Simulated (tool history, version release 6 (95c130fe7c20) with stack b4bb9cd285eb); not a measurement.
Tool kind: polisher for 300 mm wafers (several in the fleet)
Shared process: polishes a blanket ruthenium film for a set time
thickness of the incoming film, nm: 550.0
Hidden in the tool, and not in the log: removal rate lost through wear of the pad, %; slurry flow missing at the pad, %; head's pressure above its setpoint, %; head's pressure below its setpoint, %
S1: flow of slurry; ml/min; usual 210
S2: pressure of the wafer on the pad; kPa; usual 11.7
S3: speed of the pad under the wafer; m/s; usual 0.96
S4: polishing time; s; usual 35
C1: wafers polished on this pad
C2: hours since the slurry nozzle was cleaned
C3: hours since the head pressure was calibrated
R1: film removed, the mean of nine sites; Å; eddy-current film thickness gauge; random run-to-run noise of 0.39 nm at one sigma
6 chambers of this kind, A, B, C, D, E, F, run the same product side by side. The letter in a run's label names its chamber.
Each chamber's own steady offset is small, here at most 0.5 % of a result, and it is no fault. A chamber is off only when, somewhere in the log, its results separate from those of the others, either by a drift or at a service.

run,hour,S1,S2,S3,S4,C1,C2,C3,R1
1A,9.3,210,11.7,0.96,35,1041,488.9,1080.1,266.36
2F,15.7,210,11.7,0.96,35,332,121.5,457.2,274.21
3B,21.4,210,11.7,0.96,35,879,132.7,141.1,270.71
4D,29.2,210,11.7,0.96,35,604,429.4,889.8,269.99
# hour 30.4: chamber A: slurry nozzle cleaned
5C,34.3,210,11.7,0.96,35,918,246.7,903.2,277.32
# hour 36.7: chamber B: worn pad replaced by a new one
6E,38.6,210,11.7,0.96,35,888,218.9,868.2,273.41
7F,44.5,210,11.7,0.96,35,567,150.3,486.0,272.82
# hour 52.4: chamber A: worn pad replaced by a new one
8A,53.1,210,11.7,0.96,35,6,22.8,1123.9,274.48
9C,60.8,210,11.7,0.96,35,1134,273.2,929.7,266.00
10E,64.9,210,11.7,0.96,35,1103,245.2,894.5,270.22
# hour 68.2: chamber C: worn pad replaced by a new one
11B,72.9,210,11.7,0.96,35,296,184.2,192.6,274.61
# hour 75.1: chamber D: slurry nozzle cleaned
# hour 75.7: chamber E: worn pad replaced by a new one
12D,80.6,210,11.7,0.96,35,1024,5.6,941.2,269.55
13C,88.8,210,11.7,0.96,35,168,301.2,957.7,286.38
14E,95.5,210,11.7,0.96,35,162,275.8,925.1,277.29
# hour 99.3: chamber D: worn pad replaced by a new one
15D,103.7,210,11.7,0.96,35,36,28.7,964.3,274.18
16B,110.9,210,11.7,0.96,35,606,222.2,230.6,265.06
17F,116.3,210,11.7,0.96,35,1155,222.1,557.8,268.86
18A,124.7,210,11.7,0.96,35,591,94.4,1195.5,268.07
19D,129.0,210,11.7,0.96,35,243,54.0,989.6,265.54
20A,134.6,210,11.7,0.96,35,672,104.3,1205.4,261.67
21E,140.0,210,11.7,0.96,35,526,320.3,969.6,274.97
# hour 144.4: chamber E: head pressure recalibrated
# hour 146.8: chamber B: worn pad replaced by a new one
22F,148.7,210,11.7,0.96,35,1420,254.5,590.2,272.71
23B,157.7,210,11.7,0.96,35,89,269.0,277.4,267.33
# hour 161.9: chamber A: head pressure recalibrated
# hour 163.5: chamber F: worn pad replaced by a new one
24C,166.4,210,11.7,0.96,35,803,378.8,1035.3,278.97
25B,170.6,210,11.7,0.96,35,194,281.9,290.3,264.47
26F,179.3,210,11.7,0.96,35,129,285.1,620.8,274.26
# hour 182.0: chamber F: slurry nozzle cleaned
27A,185.5,210,11.7,0.96,35,1089,155.2,23.6,271.01
28E,192.0,210,11.7,0.96,35,951,372.3,47.6,272.55
29C,198.1,210,11.7,0.96,35,1062,410.5,1067.0,280.95
30D,202.4,210,11.7,0.96,35,843,127.4,1063.0,268.94
# hour 206.4: chamber E: worn pad replaced by a new one
31D,207.2,210,11.7,0.96,35,882,132.2,1067.8,266.67
32B,213.2,210,11.7,0.96,35,543,324.5,332.9,260.09
33E,221.9,210,11.7,0.96,35,126,402.2,77.5,267.65
# hour 225.8: chamber A: worn pad replaced by a new one
34F,227.6,210,11.7,0.96,35,524,45.6,669.1,267.21
35A,232.1,210,11.7,0.96,35,52,201.8,70.2,266.46
36C,241.1,210,11.7,0.96,35,1414,453.5,1110.0,271.55
37F,248.9,210,11.7,1.10,35,698,66.9,690.4,303.81
38C,255.9,210,11.7,1.10,35,1535,468.3,1124.8,310.96
# hour 256.0: chamber D: worn pad replaced by a new one
39A,264.8,210,11.7,1.10,35,319,234.5,102.9,304.70
40D,270.7,210,11.7,1.10,35,120,195.7,1131.3,313.21

Is one chamber out of step, is the gauge drifting, or do the chambers differ by no more than their own small offsets? For an off chamber, give its letter and the likeliest cause.

Chamber B drifts away from the others.
Likeliest cause: slurry flow missing at the pad, % = 40.2.
The log might look much the same if the cause were instead: head's pressure below its setpoint, %.

Which of the 4 candidates below, each the usual settings with something changed and its results left as question marks, puts chamber B back in line with what the other chambers give on the usual settings?
In line means no further than this from the other chambers' mean on the usual settings: R1 14.00 Å
41B-1,277.5,215,11.7,1.06,38,,,,?
41B-2,277.5,210,11.7,0.86,35,,,,?
41B-3,277.5,205,11.7,0.86,32,,,,?
41B-4,277.5,210,11.7,1.02,37,,,,?

Mean of the other chambers on the usual settings: R1 272.16 Å
run,R1
41B-1,296.60
41B-2,220.67
41B-3,200.74
41B-4,276.59
41B-4 brings the chamber back in line.
